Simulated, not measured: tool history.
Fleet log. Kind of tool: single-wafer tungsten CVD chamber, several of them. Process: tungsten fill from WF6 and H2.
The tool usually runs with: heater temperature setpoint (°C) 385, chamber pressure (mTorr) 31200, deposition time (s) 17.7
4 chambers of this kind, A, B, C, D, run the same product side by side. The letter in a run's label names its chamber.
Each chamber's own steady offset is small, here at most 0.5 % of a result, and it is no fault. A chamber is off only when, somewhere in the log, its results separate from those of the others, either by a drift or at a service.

| run | hour | heater temperature setpoint (°C) | chamber pressure (mTorr) | deposition time (s) | read-back reference wafer on the same gauge, thickness_nm | mean film thickness on the monitor wafer (angstrom) |
|---|---|---|---|---|---|---|
| 1B | 5.3 | 385 | 31200 | 17.7 | 43.300 | 393.64 |
| 2A | 10.2 | 385 | 31200 | 17.7 | 43.328 | 393.50 |
| 3C | 16.2 | 385 | 31200 | 17.7 | 43.267 | 390.02 |
| 4D | 20.2 | 385 | 31200 | 17.7 | 43.301 | 395.66 |
| 5B | 24.8 | 385 | 31200 | 17.7 | 43.321 | 393.83 |
| 6D | 28.4 | 385 | 31200 | 17.7 | 43.307 | 391.96 |
| 7C | 32.9 | 385 | 31200 | 17.7 | 43.302 | 392.10 |
| 8A | 38.3 | 385 | 31200 | 17.7 | 43.281 | 389.87 |
| 9D | 44.2 | 385 | 31200 | 17.7 | 43.278 | 394.68 |
| 10C | 50.4 | 385 | 31200 | 17.7 | 43.313 | 390.83 |
| 11B | 57.2 | 385 | 31200 | 17.7 | 43.292 | 392.77 |
| 12A | 63.5 | 385 | 31200 | 17.7 | 43.292 | 390.46 |
| 13C | 69.1 | 385 | 31200 | 17.7 | 43.289 | 392.12 |
| 14A | 75.9 | 385 | 31200 | 17.7 | 43.331 | 389.01 |
| 15D | 81.1 | 385 | 31200 | 17.7 | 43.301 | 393.28 |
| 16B | 87.3 | 385 | 31200 | 17.7 | 43.286 | 392.16 |
| 17A | 92.7 | 385 | 34600 | 17.7 | 43.302 | 410.61 |
| 18B | 96.5 | 385 | 34600 | 17.7 | 43.295 | 412.09 |
| 19D | 101.9 | 385 | 34600 | 17.7 | 43.293 | 414.01 |
|  | 103.3 | chamber B: thermocouple changed; heater temperature recalibrated |
| 20C | 106.1 | 385 | 34600 | 17.7 | 43.294 | 411.18 |
| 21B | 111.2 | 385 | 31200 | 17.7 | 43.263 | 393.49 |
| 22A | 116.5 | 385 | 31200 | 17.7 | 43.306 | 390.79 |
| 23C | 122.6 | 385 | 31200 | 17.7 | 43.284 | 391.26 |
| 24D | 125.9 | 395 | 25700 | 17.7 | 43.295 | 435.84 |
| 25C | 130.2 | 395 | 25700 | 17.7 | 43.345 | 433.40 |
| 26A | 135.9 | 395 | 25700 | 17.7 | 43.322 | 432.71 |
| 27D | 141.7 | 395 | 25700 | 17.7 | 43.290 | 435.75 |
| 28B | 145.0 | 385 | 31200 | 17.7 | 43.312 | 393.45 |
| 29A | 150.6 | 385 | 31200 | 17.7 | 43.237 | 391.35 |
| 30D | 156.6 | 385 | 31200 | 17.7 | 43.304 | 393.65 |
| 31C | 162.9 | 385 | 31200 | 17.7 | 43.278 | 390.32 |
| 32B | 167.4 | 385 | 31200 | 17.7 | 43.301 | 392.81 |
| 33C | 173.6 | 385 | 31200 | 17.7 | 43.326 | 390.14 |
| 34A | 179.8 | 398 | 31200 | 17.7 | 43.286 | 501.93 |
| 35D | 184.8 | 398 | 31200 | 17.7 | 43.300 | 508.70 |
|  | 188.0 | chamber C: thermocouple changed; heater temperature recalibrated |
| 36B | 190.8 | 398 | 31200 | 17.7 | 43.256 | 504.22 |
| 37A | 194.9 | 398 | 31200 | 17.7 | 43.273 | 500.45 |
| 38C | 200.9 | 385 | 31200 | 17.7 | 43.300 | 389.82 |
| 39D | 205.7 | 385 | 31200 | 17.7 | 43.297 | 390.85 |

Is one chamber out of step, is the gauge drifting, or do the chambers differ by no more than their own small offsets? For an off chamber, give its letter and the likeliest cause.

No chamber stands off beyond its own small offset, and the gauge holds steady.
